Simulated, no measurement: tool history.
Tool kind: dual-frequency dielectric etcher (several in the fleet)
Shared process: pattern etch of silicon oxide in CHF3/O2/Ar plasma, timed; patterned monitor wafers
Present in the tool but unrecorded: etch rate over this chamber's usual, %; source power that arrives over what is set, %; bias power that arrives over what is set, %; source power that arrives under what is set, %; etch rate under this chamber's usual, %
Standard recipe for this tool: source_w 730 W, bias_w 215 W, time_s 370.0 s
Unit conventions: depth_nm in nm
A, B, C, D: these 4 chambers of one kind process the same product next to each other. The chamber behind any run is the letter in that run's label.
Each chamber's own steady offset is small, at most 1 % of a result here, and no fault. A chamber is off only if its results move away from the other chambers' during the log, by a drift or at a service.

| run | hour | source_w | bias_w | time_s | hours since the last wet clean | hours since the last source power generator calibration | hours since the last bias power generator calibration | read-back reference wafer on the same gauge, depth_nm | depth_nm |
|---|---|---|---|---|---|---|---|---|---|
| 1D | 7.2 | 730 | 215 | 370.0 | 184.0 | 1932.3 | 3496.9 | 917.13 | 846.31 |
| 2C | 11.9 | 730 | 215 | 370.0 | 40.5 | 587.4 | 2525.4 | 917.07 | 828.65 |
| 3B | 18.9 | 730 | 215 | 370.0 | 139.4 | 2449.5 | 33.6 | 919.36 | 834.10 |
|  | 21.1 | chamber D: source power generator calibrated |
| 4A | 24.7 | 730 | 215 | 370.0 | 315.7 | 3273.2 | 1563.0 | 918.35 | 846.05 |
| 5B | 31.1 | 730 | 215 | 370.0 | 151.6 | 2461.7 | 45.8 | 918.28 | 831.84 |
| 6A | 39.0 | 730 | 215 | 370.0 | 330.0 | 3287.5 | 1577.3 | 917.59 | 835.03 |
| 7C | 48.0 | 730 | 215 | 370.0 | 76.6 | 623.5 | 2561.5 | 917.28 | 828.28 |
| 8D | 57.4 | 730 | 215 | 370.0 | 234.2 | 36.3 | 3547.1 | 917.13 | 839.27 |
| 9C | 63.5 | 730 | 215 | 370.0 | 92.1 | 639.0 | 2577.0 | 917.65 | 826.59 |
| 10A | 71.1 | 730 | 215 | 435.5 | 362.1 | 3319.6 | 1609.4 | 919.25 | 987.59 |
| 11B | 76.3 | 730 | 215 | 435.5 | 196.8 | 2506.9 | 91.0 | 917.86 | 975.32 |
| 12D | 86.3 | 730 | 215 | 435.5 | 263.1 | 65.2 | 3576.0 | 918.52 | 998.15 |
| 13C | 91.5 | 730 | 215 | 435.5 | 120.1 | 667.0 | 2605.0 | 917.74 | 974.78 |
| 14D | 98.2 | 680 | 215 | 316.0 | 275.0 | 77.1 | 3587.9 | 918.93 | 701.19 |
| 15A | 105.2 | 680 | 215 | 316.0 | 396.2 | 3353.7 | 1643.5 | 918.15 | 706.43 |
| 16B | 111.6 | 680 | 215 | 316.0 | 232.1 | 2542.2 | 126.3 | 918.19 | 695.57 |
| 17A | 116.5 | 680 | 215 | 316.0 | 407.5 | 3365.0 | 1654.8 | 918.47 | 703.40 |
| 18B | 126.2 | 660 | 215 | 275.0 | 246.7 | 2556.8 | 140.9 | 918.36 | 594.21 |
| 19D | 132.4 | 660 | 215 | 275.0 | 309.2 | 111.3 | 3622.1 | 918.64 | 603.95 |
| 20C | 138.6 | 660 | 215 | 275.0 | 167.2 | 714.1 | 2652.1 | 918.07 | 593.80 |
| 21A | 144.2 | 660 | 215 | 275.0 | 435.2 | 3392.7 | 1682.5 | 918.24 | 603.69 |
| 22B | 150.8 | 730 | 215 | 370.0 | 271.3 | 2581.4 | 165.5 | 917.64 | 835.78 |
| 23C | 158.3 | 730 | 215 | 370.0 | 186.9 | 733.8 | 2671.8 | 918.78 | 829.40 |
|  | 164.2 | chamber A: source power generator calibrated |
| 24D | 165.6 | 730 | 215 | 370.0 | 342.4 | 144.5 | 3655.3 | 917.09 | 847.66 |
| 25C | 175.3 | 730 | 215 | 370.0 | 203.9 | 750.8 | 2688.8 | 919.71 | 826.18 |
| 26D | 182.2 | 730 | 215 | 370.0 | 359.0 | 161.1 | 3671.9 | 919.39 | 840.01 |
| 27A | 190.4 | 730 | 215 | 370.0 | 481.4 | 26.2 | 1728.7 | 917.47 | 834.79 |
| 28B | 198.2 | 730 | 215 | 370.0 | 318.7 | 2628.8 | 212.9 | 917.18 | 820.89 |
| 29B | 205.8 | 730 | 215 | 370.0 | 326.3 | 2636.4 | 220.5 | 916.57 | 827.12 |
| 30D | 211.7 | 730 | 215 | 370.0 | 388.5 | 190.6 | 3701.4 | 918.03 | 852.36 |
| 31A | 219.2 | 730 | 215 | 370.0 | 510.2 | 55.0 | 1757.5 | 918.09 | 836.36 |
| 32C | 226.8 | 730 | 215 | 370.0 | 255.4 | 802.3 | 2740.3 | 917.00 | 824.63 |
| 33A | 234.5 | 730 | 215 | 370.0 | 525.5 | 70.3 | 1772.8 | 917.10 | 844.22 |
| 34B | 239.5 | 730 | 215 | 370.0 | 360.0 | 2670.1 | 254.2 | 917.86 | 835.42 |
|  | 242.8 | chamber B: source power generator calibrated |
| 35C | 247.7 | 730 | 215 | 370.0 | 276.3 | 823.2 | 2761.2 | 918.27 | 829.14 |
| 36D | 253.2 | 730 | 215 | 370.0 | 430.0 | 232.1 | 3742.9 | 917.68 | 835.42 |
| 37A | 260.7 | 730 | 215 | 370.0 | 551.7 | 96.5 | 1799.0 | 918.25 | 831.42 |
| 38C | 267.1 | 730 | 215 | 370.0 | 295.7 | 842.6 | 2780.6 | 917.68 | 820.49 |
| 39B | 276.6 | 810 | 215 | 304.0 | 397.1 | 33.9 | 291.3 | 916.82 | 705.45 |
| 40D | 285.3 | 810 | 215 | 304.0 | 462.1 | 264.2 | 3775.0 | 918.03 | 720.07 |

Read the log: is a single chamber off, either drifting away or since a service, is the gauge that measures every chamber drifting, or is nothing wrong beyond small per-chamber offsets? Name any odd chamber and what most likely caused it.

All chambers stay in line apart from their small fixed offsets, and the gauge does not drift.
